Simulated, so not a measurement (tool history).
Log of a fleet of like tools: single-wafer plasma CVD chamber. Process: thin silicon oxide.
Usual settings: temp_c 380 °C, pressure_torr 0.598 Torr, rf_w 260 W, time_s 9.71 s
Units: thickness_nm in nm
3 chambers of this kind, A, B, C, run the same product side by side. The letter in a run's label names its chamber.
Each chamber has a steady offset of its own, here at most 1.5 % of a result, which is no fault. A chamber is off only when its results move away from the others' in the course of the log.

run	day	temp_c	pressure_torr	rf_w	time_s	read-back reference wafer on the same gauge, thickness_nm	thickness_nm
1C	0.258	380	0.598	260	9.71	10.901	12.418
2A	0.429	380	0.598	260	9.71	10.900	12.598
3B	0.667	380	0.598	260	9.71	10.910	12.574
4A	0.888	380	0.598	260	9.71	10.906	12.604
5C	1.138	380	0.598	260	9.71	10.910	12.422
6B	1.338	380	0.598	260	9.71	10.914	12.583
7A	1.571	380	0.598	260	9.71	10.911	12.604
8C	1.812	373	0.598	300	9.71	10.917	13.267
9B	1.942	373	0.598	300	9.71	10.915	13.493
10C	2.200	373	0.598	300	9.71	10.917	13.270
11A	2.425	380	0.598	260	9.71	10.921	12.636
12B	2.675	380	0.598	260	9.71	10.925	12.620
13C	2.817	380	0.532	235	9.71	10.924	10.452
14B	3.062	380	0.532	235	9.71	10.924	10.578
15A	3.271	380	0.532	235	9.71	10.924	10.604
16C	3.529	380	0.598	260	9.71	10.932	12.447
17A	3.746	380	0.598	260	9.71	10.933	12.625
18B	3.942	380	0.598	260	9.71	10.934	12.603
19B	4.208	380	0.598	260	9.71	10.936	12.619
20A	4.429	380	0.598	260	9.71	10.936	12.647
21C	4.583	380	0.598	260	9.71	10.938	12.454
22C	4.779	380	0.598	260	9.71	10.942	12.455
23B	4.992	380	0.690	260	8.52	10.938	12.935
24A	5.167	380	0.690	260	8.52	10.943	12.900
25B	5.375	380	0.690	260	8.52	10.945	12.948
26C	5.517	380	0.598	260	9.71	10.946	12.457
27A	5.654	380	0.598	260	9.71	10.948	12.649
28B	5.812	380	0.548	275	9.71	10.949	11.760
29A	5.983	380	0.548	275	9.71	10.951	11.819

Next, every chamber runs the same settings. What will each give?
30A	6.183	380	0.492	260	9.71		?
30B	6.183	380	0.492	260	9.71		?
30C	6.183	380	0.492	260	9.71		?

run	thickness_nm
30A	10.247
30B	10.177
30C	10.001
